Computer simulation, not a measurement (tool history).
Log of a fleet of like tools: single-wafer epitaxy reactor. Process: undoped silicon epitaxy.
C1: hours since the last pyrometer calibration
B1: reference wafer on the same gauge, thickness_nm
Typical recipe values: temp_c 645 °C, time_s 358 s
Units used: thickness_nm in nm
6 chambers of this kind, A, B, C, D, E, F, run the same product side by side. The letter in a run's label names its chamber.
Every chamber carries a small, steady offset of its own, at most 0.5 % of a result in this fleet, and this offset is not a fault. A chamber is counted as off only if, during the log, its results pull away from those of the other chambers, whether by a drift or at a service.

Run 1D, hour 9.6: usual settings; C1 1088.8; B1 51.546. Result: thickness_nm 53.870 nm.
Run 2E, hour 22.2: usual settings; C1 275.5; B1 51.526. Result: thickness_nm 53.788 nm.
Run 3A, hour 34.3: usual settings; C1 1147.3; B1 51.633. Result: thickness_nm 54.057 nm.
Run 4C, hour 41.8: usual settings; C1 262.0; B1 51.613. Result: thickness_nm 54.162 nm.
Run 5B, hour 58.0: usual settings; C1 1229.6; B1 51.624. Result: thickness_nm 54.323 nm.
Run 6F, hour 74.0: usual settings; C1 2430.6; B1 51.613. Result: thickness_nm 54.094 nm.
Run 7B, hour 82.9: usual settings; C1 1254.5; B1 51.584. Result: thickness_nm 54.145 nm.
Run 8C, hour 96.7: usual settings; C1 316.9; B1 51.621. Result: thickness_nm 53.764 nm.
Run 9D, hour 109.7: usual settings; C1 1188.9; B1 51.588. Result: thickness_nm 53.693 nm.
Run 10F, hour 121.6: usual settings; C1 2478.2; B1 51.625. Result: thickness_nm 54.027 nm.
Run 11A, hour 135.8: usual settings; C1 1248.8; B1 51.627. Result: thickness_nm 54.021 nm.
Run 12E, hour 142.9: usual settings; C1 396.2; B1 51.598. Result: thickness_nm 53.948 nm.
Run 13A, hour 151.9: usual settings; C1 1264.9; B1 51.559. Result: thickness_nm 53.725 nm.
Run 14E, hour 166.6: usual settings; C1 419.9; B1 51.630. Result: thickness_nm 53.831 nm.
Run 15B, hour 176.2: usual settings; C1 1347.8; B1 51.578. Result: thickness_nm 54.556 nm.
Run 16F, hour 188.6: usual settings; C1 2545.2; B1 51.625. Result: thickness_nm 54.404 nm.
Run 17D, hour 200.1: usual settings; C1 1279.3; B1 51.615. Result: thickness_nm 53.892 nm.
Run 18C, hour 213.8: usual settings; C1 434.0; B1 51.632. Result: thickness_nm 53.960 nm.
Run 19C, hour 223.5: usual settings; C1 443.7; B1 51.636. Result: thickness_nm 53.742 nm.
Run 20E, hour 238.3: usual settings but temp_c 637 °C, time_s 332 s; C1 491.6; B1 51.618. Result: thickness_nm 41.668 nm.
At hour 239.4: chamber F: pyrometer calibrated.
Run 21F, hour 249.6: usual settings but temp_c 637 °C, time_s 332 s; C1 10.3; B1 51.559. Result: thickness_nm 40.351 nm.
Run 22A, hour 258.3: usual settings but temp_c 637 °C, time_s 332 s; C1 1371.3; B1 51.604. Result: thickness_nm 41.977 nm.
Run 23B, hour 266.8: usual settings but temp_c 637 °C, time_s 332 s; C1 1438.4; B1 51.571. Result: thickness_nm 42.082 nm.
Run 24D, hour 281.0: usual settings but temp_c 637 °C, time_s 332 s; C1 1360.2; B1 51.646. Result: thickness_nm 41.823 nm.
Run 25F, hour 294.1: usual settings but temp_c 637 °C, time_s 332 s; C1 54.8; B1 51.564. Result: thickness_nm 40.399 nm.
Run 26B, hour 307.6: usual settings; C1 1479.2; B1 51.601. Result: thickness_nm 54.065 nm.
Run 27E, hour 319.6: usual settings but temp_c 638 °C, time_s 315 s; C1 572.9; B1 51.551. Result: thickness_nm 40.822 nm.
Run 28A, hour 328.1: usual settings but temp_c 638 °C, time_s 315 s; C1 1441.1; B1 51.593. Result: thickness_nm 40.705 nm.
Run 29C, hour 343.6: usual settings but temp_c 638 °C, time_s 315 s; C1 563.8; B1 51.584. Result: thickness_nm 40.730 nm.
Run 30D, hour 358.1: usual settings but temp_c 638 °C, time_s 315 s; C1 1437.3; B1 51.627. Result: thickness_nm 40.599 nm.
Run 31D, hour 370.2: usual settings but temp_c 638 °C, time_s 315 s; C1 1449.4; B1 51.634. Result: thickness_nm 40.602 nm.
Run 32C, hour 380.9: usual settings but temp_c 638 °C, time_s 315 s; C1 601.1; B1 51.628. Result: thickness_nm 40.516 nm.
Run 33B, hour 389.0: usual settings; C1 1560.6; B1 51.557. Result: thickness_nm 54.159 nm.
Run 34E, hour 397.0: usual settings; C1 650.3; B1 51.595. Result: thickness_nm 53.760 nm.
Run 35F, hour 410.8: usual settings but time_s 292 s; C1 171.5; B1 51.630. Result: thickness_nm 42.582 nm.
Run 36A, hour 425.1: usual settings but time_s 292 s; C1 1538.1; B1 51.546. Result: thickness_nm 43.913 nm.

Has any chamber moved away from the others, gradually or after a service, or does the common gauge drift, or do the chambers differ only by their own small steady offsets? State the chamber and the most likely cause if one applies.

Chamber F came out of a service off from its peers and stayed that way.
Most likely cause: wafer temperature below the value expected at the setpoint (K) = 1.5.

Chamber F could run next with any of the 4 candidate recipes listed below; each alters the usual settings, and their results appear as question marks. Which one brings its results back in line with what the other chambers deliver on the usual settings?
In-line tolerance around the mean of the other chambers on the usual settings: thickness_nm 0.720 nm
Run 37F-1, hour 436.8: usual settings but time_s 359 s. Result: thickness_nm ?.
Run 37F-2, hour 436.8: usual settings but temp_c 646 °C, time_s 361 s. Result: thickness_nm ?.
Run 37F-3, hour 436.8: usual settings but temp_c 644 °C, time_s 355 s. Result: thickness_nm ?.
Run 37F-4, hour 436.8: usual settings but time_s 357 s. Result: thickness_nm ?.

On the usual settings, the other chambers give on average: thickness_nm 53.946 nm
  run  thickness_nm
37F-1        52.553
37F-2        54.043
37F-3        50.814
37F-4        52.260
37F-2 brings the chamber back in line.
